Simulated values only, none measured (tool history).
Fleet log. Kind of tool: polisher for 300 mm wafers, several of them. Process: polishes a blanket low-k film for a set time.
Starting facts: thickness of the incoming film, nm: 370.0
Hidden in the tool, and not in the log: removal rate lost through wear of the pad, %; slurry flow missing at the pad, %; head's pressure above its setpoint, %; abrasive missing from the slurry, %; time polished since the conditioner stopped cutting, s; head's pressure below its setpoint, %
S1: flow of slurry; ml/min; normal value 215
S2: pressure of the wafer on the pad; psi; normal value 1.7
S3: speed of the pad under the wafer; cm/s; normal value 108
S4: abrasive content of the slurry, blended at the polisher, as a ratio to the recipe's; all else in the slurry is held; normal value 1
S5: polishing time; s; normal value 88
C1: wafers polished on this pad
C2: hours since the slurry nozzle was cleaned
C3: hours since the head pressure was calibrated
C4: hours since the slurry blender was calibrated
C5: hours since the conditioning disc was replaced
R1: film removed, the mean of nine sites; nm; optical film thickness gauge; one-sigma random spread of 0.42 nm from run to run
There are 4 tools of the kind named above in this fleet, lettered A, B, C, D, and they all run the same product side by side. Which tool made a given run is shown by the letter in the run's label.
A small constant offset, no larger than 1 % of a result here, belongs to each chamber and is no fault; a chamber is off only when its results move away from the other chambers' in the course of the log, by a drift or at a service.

{"hour": 13.5, "done": "chamber A: worn pad replaced by a new one"}
{"run": "1C", "hour": 14.8, "S1": 215, "S2": 1.7, "S3": 108, "S4": 1, "S5": 88, "C1": 1530, "C2": 469.8, "C3": 528, "C4": 42.4, "C5": 437.6, "R1": 41.757}
{"hour": 18.4, "done": "chamber C: worn pad replaced by a new one"}
{"run": "2B", "hour": 27.8, "S1": 215, "S2": 1.7, "S3": 108, "S4": 1, "S5": 88, "C1": 486, "C2": 85.2, "C3": 641.4, "C4": 114.1, "C5": 306.4, "R1": 40.868}
{"run": "3D", "hour": 43.7, "S1": 215, "S2": 1.7, "S3": 108, "S4": 1, "S5": 88, "C1": 869, "C2": 187.4, "C3": 321.3, "C4": 356.2, "C5": 260.5, "R1": 41.323}
{"hour": 43.8, "done": "chamber D: conditioning disc replaced and pad reconditioned"}
{"run": "4A", "hour": 52.7, "S1": 215, "S2": 1.7, "S3": 108, "S4": 1, "S5": 88, "C1": 450, "C2": 492.8, "C3": 509.5, "C4": 272.5, "C5": 150.8, "R1": 41.15}
{"run": "5C", "hour": 59.6, "S1": 215, "S2": 1.7, "S3": 108, "S4": 1, "S5": 88, "C1": 473, "C2": 514.6, "C3": 572.8, "C4": 87.2, "C5": 482.4, "R1": 41.642}
{"hour": 65.6, "done": "chamber B: worn pad replaced by a new one"}
{"run": "6A", "hour": 70.2, "S1": 215, "S2": 1.7, "S3": 108, "S4": 1, "S5": 88, "C1": 650, "C2": 510.3, "C3": 527, "C4": 290, "C5": 168.3, "R1": 41.147}
{"hour": 82.9, "done": "chamber C: conditioning disc replaced and pad reconditioned"}
{"run": "7D", "hour": 83.7, "S1": 215, "S2": 1.7, "S3": 108, "S4": 1, "S5": 88, "C1": 1328, "C2": 227.4, "C3": 361.3, "C4": 396.2, "C5": 39.9, "R1": 41.267}
{"hour": 87.2, "done": "chamber A: worn pad replaced by a new one"}
{"hour": 89.5, "done": "chamber D: worn pad replaced by a new one"}
{"hour": 94.2, "done": "chamber D: head pressure recalibrated"}
{"run": "8B", "hour": 95.4, "S1": 215, "S2": 1.7, "S3": 108, "S4": 1, "S5": 88, "C1": 342, "C2": 152.8, "C3": 709, "C4": 181.7, "C5": 374, "R1": 41.577}
{"run": "9C", "hour": 110.6, "S1": 215, "S2": 1.7, "S3": 108, "S4": 1, "S5": 88, "C1": 1058, "C2": 565.6, "C3": 623.8, "C4": 138.2, "C5": 27.8, "R1": 41.276}
{"run": "10A", "hour": 123.7, "S1": 215, "S2": 1.7, "S3": 108, "S4": 1, "S5": 88, "C1": 419, "C2": 563.8, "C3": 580.5, "C4": 343.5, "C5": 221.8, "R1": 40.67}
{"hour": 126.6, "done": "chamber C: slurry nozzle cleaned"}
{"run": "11B", "hour": 131.9, "S1": 215, "S2": 1.7, "S3": 108, "S4": 1, "S5": 88, "C1": 761, "C2": 189.3, "C3": 745.5, "C4": 218.2, "C5": 410.5, "R1": 40.976}
{"hour": 139.2, "done": "chamber C: worn pad replaced by a new one"}
{"run": "12D", "hour": 140.1, "S1": 215, "S2": 1.7, "S3": 108, "S4": 1, "S5": 88, "C1": 580, "C2": 283.8, "C3": 46, "C4": 452.6, "C5": 96.3, "R1": 40.767}
{"hour": 140.8, "done": "chamber A: slurry blender recalibrated"}
{"run": "13D", "hour": 154.6, "S1": 215, "S2": 1.7, "S3": 140, "S4": 1.25, "S5": 88, "C1": 746, "C2": 298.3, "C3": 60.5, "C4": 467.1, "C5": 110.8, "R1": 55.047}
{"hour": 158.8, "done": "chamber A: worn pad replaced by a new one"}
{"hour": 160.3, "done": "chamber B: worn pad replaced by a new one"}
{"run": "14A", "hour": 164.1, "S1": 215, "S2": 1.7, "S3": 140, "S4": 1.25, "S5": 88, "C1": 61, "C2": 604.2, "C3": 620.9, "C4": 23.3, "C5": 262.2, "R1": 56.653}
{"hour": 172.0, "done": "chamber D: slurry nozzle cleaned"}
{"run": "15C", "hour": 172.1, "S1": 215, "S2": 1.7, "S3": 140, "S4": 1.25, "S5": 88, "C1": 377, "C2": 45.6, "C3": 685.3, "C4": 199.7, "C5": 89.3, "R1": 55.416}
{"hour": 180.8, "done": "chamber A: conditioning disc replaced and pad reconditioned"}
{"hour": 184.2, "done": "chamber B: slurry blender recalibrated"}
{"run": "16B", "hour": 185.1, "S1": 215, "S2": 1.7, "S3": 140, "S4": 1.25, "S5": 88, "C1": 285, "C2": 242.5, "C3": 798.7, "C4": 1, "C5": 463.7, "R1": 54.622}
{"hour": 185.2, "done": "chamber B: slurry nozzle cleaned"}
{"run": "17B", "hour": 198.2, "S1": 215, "S2": 2.2, "S3": 108, "S4": 1, "S5": 88, "C1": 435, "C2": 13, "C3": 811.8, "C4": 14.1, "C5": 476.8, "R1": 52.945}
{"run": "18C", "hour": 213.1, "S1": 215, "S2": 2.2, "S3": 108, "S4": 1, "S5": 88, "C1": 848, "C2": 86.6, "C3": 726.3, "C4": 240.7, "C5": 130.3, "R1": 54.316}
{"run": "19D", "hour": 226.0, "S1": 215, "S2": 2.2, "S3": 108, "S4": 1, "S5": 88, "C1": 1566, "C2": 54, "C3": 131.9, "C4": 538.5, "C5": 182.2, "R1": 52.369}
{"hour": 233.5, "done": "chamber D: worn pad replaced by a new one"}
{"run": "20A", "hour": 239.9, "S1": 215, "S2": 2.2, "S3": 108, "S4": 1, "S5": 88, "C1": 931, "C2": 680, "C3": 696.7, "C4": 99.1, "C5": 59.2, "R1": 52.563}
{"hour": 240.3, "done": "chamber A: worn pad replaced by a new one"}
{"run": "21B", "hour": 247.8, "S1": 215, "S2": 1.7, "S3": 108, "S4": 1, "S5": 88, "C1": 1004, "C2": 62.6, "C3": 861.4, "C4": 63.7, "C5": 526.4, "R1": 40.822}
{"hour": 250.7, "done": "chamber D: slurry blender recalibrated"}
{"hour": 255.0, "done": "chamber B: worn pad replaced by a new one"}
{"run": "22C", "hour": 255.6, "S1": 215, "S2": 1.7, "S3": 108, "S4": 1, "S5": 88, "C1": 1335, "C2": 129.1, "C3": 768.8, "C4": 283.2, "C5": 172.8, "R1": 41.255}
{"hour": 261.1, "done": "chamber B: conditioning disc replaced and pad reconditioned"}
{"run": "23A", "hour": 265.3, "S1": 215, "S2": 2.3, "S3": 138, "S4": 1, "S5": 88, "C1": 287, "C2": 705.4, "C3": 722.1, "C4": 124.5, "C5": 84.6, "R1": 67.397}
{"hour": 275.6, "done": "chamber C: worn pad replaced by a new one"}
{"run": "24D", "hour": 275.8, "S1": 215, "S2": 2.3, "S3": 138, "S4": 1, "S5": 88, "C1": 486, "C2": 103.8, "C3": 181.7, "C4": 25.1, "C5": 232, "R1": 67.625}
{"hour": 281.1, "done": "chamber D: conditioning disc replaced and pad reconditioned"}
{"run": "25D", "hour": 289.9, "S1": 215, "S2": 2.3, "S3": 138, "S4": 1, "S5": 88, "C1": 648, "C2": 117.9, "C3": 195.8, "C4": 39.2, "C5": 8.9, "R1": 68.009}
{"run": "26A", "hour": 300.6, "S1": 215, "S2": 2.3, "S3": 138, "S4": 1, "S5": 88, "C1": 692, "C2": 740.7, "C3": 757.4, "C4": 159.8, "C5": 119.9, "R1": 66.931}
{"run": "27B", "hour": 312.6, "S1": 215, "S2": 1.7, "S3": 108, "S4": 1, "S5": 88, "C1": 661, "C2": 127.4, "C3": 926.2, "C4": 128.5, "C5": 51.5, "R1": 41.009}
{"run": "28C", "hour": 324.1, "S1": 215, "S2": 1.7, "S3": 108, "S4": 1, "S5": 88, "C1": 557, "C2": 197.6, "C3": 837.3, "C4": 351.7, "C5": 241.3, "R1": 41.548}
{"run": "29C", "hour": 340.0, "S1": 270, "S2": 1.7, "S3": 108, "S4": 1.25, "S5": 88, "C1": 739, "C2": 213.5, "C3": 853.2, "C4": 367.6, "C5": 257.2, "R1": 46.483}
{"run": "30D", "hour": 352.1, "S1": 270, "S2": 1.7, "S3": 108, "S4": 1.25, "S5": 88, "C1": 1361, "C2": 180.1, "C3": 258, "C4": 101.4, "C5": 71.1, "R1": 46.52}
{"hour": 352.8, "done": "chamber B: worn pad replaced by a new one"}
{"run": "31B", "hour": 363.5, "S1": 270, "S2": 1.7, "S3": 108, "S4": 1.25, "S5": 88, "C1": 123, "C2": 178.3, "C3": 977.1, "C4": 179.4, "C5": 102.4, "R1": 45.476}

Each of the 4 chambers runs these same settings next. Fill in every chamber's results:
{"run": "32A", "hour": 375.0, "S1": 215, "S2": 1.3, "S3": 108, "S4": 1, "S5": 88, "R1": "?"}
{"run": "32B", "hour": 375.0, "S1": 215, "S2": 1.3, "S3": 108, "S4": 1, "S5": 88, "R1": "?"}
{"run": "32C", "hour": 375.0, "S1": 215, "S2": 1.3, "S3": 108, "S4": 1, "S5": 88, "R1": "?"}
{"run": "32D", "hour": 375.0, "S1": 215, "S2": 1.3, "S3": 108, "S4": 1, "S5": 88, "R1": "?"}

run=32A R1=31.175
run=32B R1=30.981
run=32C R1=31.992
run=32D R1=32.157
